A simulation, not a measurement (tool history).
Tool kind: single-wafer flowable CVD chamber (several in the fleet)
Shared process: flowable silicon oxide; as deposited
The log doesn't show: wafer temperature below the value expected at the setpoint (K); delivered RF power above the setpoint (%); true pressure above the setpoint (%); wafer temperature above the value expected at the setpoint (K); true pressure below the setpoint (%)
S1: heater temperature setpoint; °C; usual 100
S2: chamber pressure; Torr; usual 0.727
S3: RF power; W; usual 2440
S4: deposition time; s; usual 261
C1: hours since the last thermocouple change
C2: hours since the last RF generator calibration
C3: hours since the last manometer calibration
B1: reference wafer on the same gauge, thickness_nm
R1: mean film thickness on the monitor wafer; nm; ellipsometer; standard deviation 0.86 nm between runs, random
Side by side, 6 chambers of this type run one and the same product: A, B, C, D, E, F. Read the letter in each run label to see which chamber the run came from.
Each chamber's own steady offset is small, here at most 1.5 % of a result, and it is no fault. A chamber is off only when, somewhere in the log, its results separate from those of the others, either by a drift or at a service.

run,day,S1,S2,S3,S4,C1,C2,C3,B1,R1
1C,0.246,100,0.727,2440,261,756.7,1022,1531.5,137.17,144.83
2E,0.404,100,0.727,2440,261,980.1,634.5,491.2,137.08,144.87
3F,0.546,100,0.727,2440,261,293.1,1203.6,440.3,137.14,142.68
4B,0.825,100,0.727,2440,261,794.8,460.4,1700.5,136.94,143.77
5A,1.067,100,0.727,2440,261,169.8,659.9,729.5,136.99,144.93
6D,1.371,100,0.727,2440,261,103.8,1267.7,601.9,137.07,145.32
7F,1.508,100,0.727,2440,261,316.2,1226.7,463.4,136.82,142.57
8A,1.717,100,0.727,2440,261,185.4,675.5,745.1,136.93,144.34
9E,2.008,100,0.727,2440,261,1018.6,673,529.7,137.03,143.4
10D,2.258,100,0.727,2440,261,125.1,1289,623.2,137.19,143.47
11C,2.55,100,0.727,2440,261,812,1077.3,1586.8,137.01,145.32
12B,2.738,100,0.727,2440,261,840.7,506.3,1746.4,137.07,143.11
13A,3.038,100,0.727,2440,261,217.1,707.2,776.8,136.85,144.9
14C,3.192,100,0.727,2440,261,827.4,1092.7,1602.2,136.96,144.71
15F,3.35,100,0.727,2440,261,360.4,1270.9,507.6,136.95,142.17
16E,3.621,100,0.727,2440,228,1057.3,711.7,568.4,136.84,126.46
17D,3.758,100,0.727,2440,228,161.1,1325,659.2,136.9,127.84
18B,3.996,100,0.727,2440,228,870.9,536.5,1776.6,136.89,126.61
19B,4.279,100,0.727,2440,228,877.7,543.3,1783.4,137.16,125.25
20A,4.479,100,0.727,2440,228,251.7,741.8,811.4,136.98,126.16
21F,4.783,100,0.727,2440,228,394.8,1305.3,542,136.89,124.65
22D,4.925,100,0.727,2840,261,189.1,1353,687.2,136.89,145.75
# day 4.967: chamber E: thermocouple changed; heater temperature recalibrated
23E,5.096,100,0.727,2840,261,3.2,747.1,603.8,136.88,154.11
24C,5.258,100,0.727,2840,261,877,1142.3,1651.8,137.03,147
25C,5.454,100,0.727,2840,261,881.7,1147,1656.5,137.16,146.52
26A,5.662,100,0.727,2840,261,280.1,770.2,839.8,137.11,148.56
27D,5.904,100,0.727,2840,261,212.6,1376.5,710.7,137.08,147.34
28E,6.083,100,0.727,2440,261,26.9,770.8,627.5,137.07,151.5
29B,6.375,100,0.727,2440,261,928,593.6,1833.7,136.79,144.01
30F,6.667,100,0.727,2440,261,440,1350.5,587.2,136.98,143.93
31B,6.871,100,0.727,2440,261,939.9,605.5,1845.6,136.68,143.01
32D,7.175,100,0.727,2440,261,243.1,1407,741.2,137.1,144.25
33F,7.446,100,0.727,2440,261,458.7,1369.2,605.9,137.03,142.9
34E,7.638,100,0.727,2440,261,64.2,808.1,664.8,136.89,152.89
35C,7.775,100,0.727,2440,261,937.4,1202.7,1712.2,137.1,144.13
36A,7.971,100,0.727,2440,261,335.5,825.6,895.2,136.91,144.09
37E,8.183,100,0.727,2440,261,77.3,821.2,677.9,137.14,151.26
38B,8.396,86,0.727,2710,261,976.5,642.1,1882.2,137.08,231.15
39F,8.642,86,0.727,2710,261,487.4,1397.9,634.6,136.88,228.26
40D,8.808,86,0.727,2710,261,282.3,1446.2,780.4,136.74,229.19

The same settings go to every chamber for the next run, one line per chamber below. Forecast the results for each:
41A,9.029,100,0.727,2440,261,,,,,?
41B,9.029,100,0.727,2440,261,,,,,?
41C,9.029,100,0.727,2440,261,,,,,?
41D,9.029,100,0.727,2440,261,,,,,?
41E,9.029,100,0.727,2440,261,,,,,?
41F,9.029,100,0.727,2440,261,,,,,?

run,R1
41A,144.52
41B,143.97
41C,146.37
41D,144.78
41E,151.49
41F,143.57
